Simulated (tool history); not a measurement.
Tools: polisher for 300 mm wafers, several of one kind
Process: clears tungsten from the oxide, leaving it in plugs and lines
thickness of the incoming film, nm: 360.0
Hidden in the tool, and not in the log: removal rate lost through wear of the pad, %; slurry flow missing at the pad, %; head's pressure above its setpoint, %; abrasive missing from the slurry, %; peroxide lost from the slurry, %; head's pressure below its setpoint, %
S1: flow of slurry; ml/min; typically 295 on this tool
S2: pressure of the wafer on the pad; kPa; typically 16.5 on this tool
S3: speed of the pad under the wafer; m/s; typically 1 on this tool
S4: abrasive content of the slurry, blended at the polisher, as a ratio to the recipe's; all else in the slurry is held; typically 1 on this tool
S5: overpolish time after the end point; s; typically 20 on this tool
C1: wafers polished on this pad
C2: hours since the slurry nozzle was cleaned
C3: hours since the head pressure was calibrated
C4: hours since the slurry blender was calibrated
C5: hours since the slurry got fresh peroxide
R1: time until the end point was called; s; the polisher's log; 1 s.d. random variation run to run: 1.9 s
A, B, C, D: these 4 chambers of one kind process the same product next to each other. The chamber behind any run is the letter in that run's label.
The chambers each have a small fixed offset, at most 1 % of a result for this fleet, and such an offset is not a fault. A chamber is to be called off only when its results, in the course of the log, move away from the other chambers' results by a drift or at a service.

| run | hour | S1 | S2 | S3 | S4 | S5 | C1 | C2 | C3 | C4 | C5 | R1 |
|---|---|---|---|---|---|---|---|---|---|---|---|---|
|  | 2.8 | chamber B: worn pad replaced by a new one |
|  | 11 | chamber D: worn pad replaced by a new one |
| 1D | 11.2 | 295 | 16.5 | 1 | 1 | 20 | 2 | 379 | 548.5 | 69.4 | 60.9 | 102.39 |
| 2C | 22.8 | 295 | 16.5 | 1 | 1 | 20 | 356 | 49.6 | 321.4 | 160 | 25.4 | 99.687 |
| 3A | 33.8 | 295 | 16.5 | 1 | 1 | 20 | 261 | 609.6 | 570.2 | 342.1 | 181.1 | 100.86 |
| 4B | 39.9 | 295 | 16.5 | 1 | 1 | 20 | 277 | 209.3 | 438.8 | 208.7 | 42.7 | 99.389 |
|  | 46.8 | chamber D: slurry tank refilled with fresh slurry and peroxide |
|  | 49.2 | chamber A: slurry tank refilled with fresh slurry and peroxide |
| 5A | 51.6 | 295 | 16.5 | 1 | 1 | 20 | 394 | 627.4 | 588 | 359.9 | 2.5 | 102.05 |
|  | 57.2 | chamber B: slurry tank refilled with fresh slurry and peroxide |
| 6C | 59.6 | 295 | 16.5 | 1 | 1 | 20 | 631 | 86.4 | 358.2 | 196.8 | 62.2 | 99.473 |
|  | 67.4 | chamber C: slurry blender recalibrated |
| 7B | 71.6 | 295 | 16.5 | 1 | 1 | 20 | 514 | 241 | 470.5 | 240.4 | 14.4 | 100.77 |
|  | 74.7 | chamber B: head pressure recalibrated |
|  | 77.4 | chamber D: head pressure recalibrated |
| 8D | 82.2 | 295 | 16.5 | 1 | 1 | 20 | 532 | 450 | 4.9 | 140.4 | 35.5 | 104.23 |
|  | 83.6 | chamber D: worn pad replaced by a new one |
|  | 84.6 | chamber A: head pressure recalibrated |
| 9A | 88.3 | 295 | 16.5 | 1 | 1 | 20 | 668 | 664.1 | 3.8 | 396.6 | 39.2 | 102.88 |
|  | 90.7 | chamber A: slurry blender recalibrated |
|  | 94.2 | chamber C: slurry tank refilled with fresh slurry and peroxide |
|  | 94.7 | chamber A: worn pad replaced by a new one |
|  | 95.4 | chamber D: slurry blender recalibrated |
|  | 97.8 | chamber C: head pressure recalibrated |
| 10C | 98.6 | 295 | 16.5 | 1 | 1 | 20 | 923 | 125.4 | 0.8 | 31.2 | 4.4 | 102.21 |
| 11D | 104.6 | 295 | 13.1 | 1 | 1 | 29 | 157 | 472.4 | 27.3 | 9.2 | 57.9 | 127.09 |
|  | 112.7 | chamber C: worn pad replaced by a new one |
| 12B | 114.7 | 295 | 13.1 | 1 | 1 | 29 | 836 | 284.1 | 40.1 | 283.5 | 57.5 | 127.23 |
| 13B | 122.9 | 295 | 13.1 | 1 | 1 | 29 | 897 | 292.3 | 48.3 | 291.7 | 65.7 | 131.66 |
|  | 125.7 | chamber B: slurry tank refilled with fresh slurry and peroxide |
|  | 129.2 | chamber B: worn pad replaced by a new one |
| 14C | 130.7 | 295 | 13.1 | 1 | 1 | 29 | 135 | 157.5 | 32.9 | 63.3 | 36.5 | 128.25 |
| 15A | 141.3 | 295 | 16.5 | 1 | 1.15 | 14 | 348 | 717.1 | 56.8 | 50.6 | 92.2 | 100.24 |
| 16D | 146.7 | 295 | 16.5 | 1 | 1.15 | 14 | 472 | 514.5 | 69.4 | 51.3 | 100 | 100.41 |
| 17B | 153.4 | 295 | 16.5 | 1 | 1.15 | 14 | 181 | 322.8 | 78.8 | 322.2 | 27.7 | 98.92 |
|  | 159.6 | chamber D: slurry tank refilled with fresh slurry and peroxide |
|  | 159.9 | chamber D: worn pad replaced by a new one |
| 18C | 160.8 | 295 | 16.5 | 1 | 1.15 | 14 | 360 | 187.6 | 63 | 93.4 | 66.6 | 99.737 |
|  | 162.3 | chamber B: slurry blender recalibrated |
| 19D | 172.7 | 295 | 16.5 | 1 | 0.9 | 30 | 95 | 540.5 | 95.4 | 77.3 | 13.2 | 103.89 |
| 20A | 179.6 | 295 | 16.5 | 1 | 0.9 | 30 | 634 | 755.4 | 95.1 | 88.9 | 130.5 | 107.29 |
|  | 182.4 | chamber B: slurry tank refilled with fresh slurry and peroxide |
| 21B | 190.9 | 295 | 16.5 | 1 | 0.9 | 30 | 461 | 360.3 | 116.3 | 28.6 | 8.6 | 105.88 |
|  | 192.8 | chamber A: worn pad replaced by a new one |
| 22D | 202.6 | 295 | 16.5 | 1 | 0.9 | 30 | 319 | 570.4 | 125.3 | 107.2 | 43.1 | 106.23 |
| 23A | 211.6 | 295 | 16.5 | 1 | 1 | 20 | 140 | 787.4 | 127.1 | 120.9 | 162.5 | 102.25 |
|  | 213.4 | chamber C: slurry tank refilled with fresh slurry and peroxide |
| 24C | 217.6 | 240 | 16.5 | 1 | 1 | 20 | 784 | 244.4 | 119.8 | 150.2 | 4.2 | 105.35 |
| 25B | 229.1 | 240 | 16.5 | 1 | 1 | 20 | 747 | 398.5 | 154.5 | 66.8 | 46.8 | 106.27 |
|  | 230.3 | chamber B: worn pad replaced by a new one |
|  | 239.8 | chamber D: worn pad replaced by a new one |
| 26C | 241.3 | 240 | 16.5 | 1 | 1 | 20 | 961 | 268.1 | 143.5 | 173.9 | 27.9 | 103.24 |
|  | 244.1 | chamber A: slurry tank refilled with fresh slurry and peroxide |
| 27D | 247 | 240 | 16.5 | 1 | 1 | 20 | 54 | 614.8 | 169.7 | 151.6 | 87.5 | 103.29 |
|  | 252.2 | chamber C: slurry blender recalibrated |
|  | 254.3 | chamber B: slurry tank refilled with fresh slurry and peroxide |
| 28A | 258.2 | 295 | 16.5 | 1 | 1 | 20 | 489 | 834 | 173.7 | 167.5 | 14.2 | 103.1 |
|  | 263.6 | chamber C: worn pad replaced by a new one |
| 29D | 267.7 | 295 | 16.5 | 1 | 1 | 20 | 209 | 635.5 | 190.4 | 172.3 | 108.2 | 98.831 |
|  | 268.4 | chamber D: slurry tank refilled with fresh slurry and peroxide |
| 30C | 273.3 | 295 | 16.5 | 1 | 1 | 20 | 72 | 300.1 | 175.5 | 21.2 | 59.9 | 104.44 |
| 31B | 281.3 | 295 | 16.5 | 1 | 1 | 20 | 381 | 450.7 | 206.7 | 119 | 27 | 104.33 |
|  | 285.1 | chamber D: slurry blender recalibrated |
| 32A | 290.4 | 295 | 16.5 | 1 | 1 | 20 | 729 | 866.2 | 205.9 | 199.7 | 46.4 | 106.17 |
| 33C | 297.9 | 295 | 16.5 | 1 | 1 | 20 | 256 | 324.7 | 200.1 | 45.8 | 84.5 | 101.96 |
|  | 303 | chamber A: worn pad replaced by a new one |
| 34A | 306.2 | 295 | 16.5 | 1 | 1 | 20 | 24 | 882 | 221.7 | 215.5 | 62.2 | 103.37 |
|  | 317.5 | chamber B: slurry tank refilled with fresh slurry and peroxide |
| 35B | 318.3 | 295 | 16.5 | 1 | 1 | 20 | 657 | 487.7 | 243.7 | 156 | 0.8 | 104 |
| 36D | 324.7 | 295 | 16.5 | 1 | 1 | 20 | 635 | 692.5 | 247.4 | 39.7 | 56.4 | 104.48 |
| 37B | 330.3 | 295 | 16.5 | 1 | 1 | 20 | 747 | 499.7 | 255.7 | 168 | 12.8 | 102.51 |

All 4 chambers run these settings next. Forecast each chamber's results:
| 38A | 339.1 | 295 | 16.5 | 1 | 1 | 26 |  |  |  |  |  | ? |
| 38B | 339.1 | 295 | 16.5 | 1 | 1 | 26 |  |  |  |  |  | ? |
| 38C | 339.1 | 295 | 16.5 | 1 | 1 | 26 |  |  |  |  |  | ? |
| 38D | 339.1 | 295 | 16.5 | 1 | 1 | 26 |  |  |  |  |  | ? |

| run | R1 |
|---|---|
| 38A | 101.87 |
| 38B | 101.16 |
| 38C | 100.53 |
| 38D | 105.44 |

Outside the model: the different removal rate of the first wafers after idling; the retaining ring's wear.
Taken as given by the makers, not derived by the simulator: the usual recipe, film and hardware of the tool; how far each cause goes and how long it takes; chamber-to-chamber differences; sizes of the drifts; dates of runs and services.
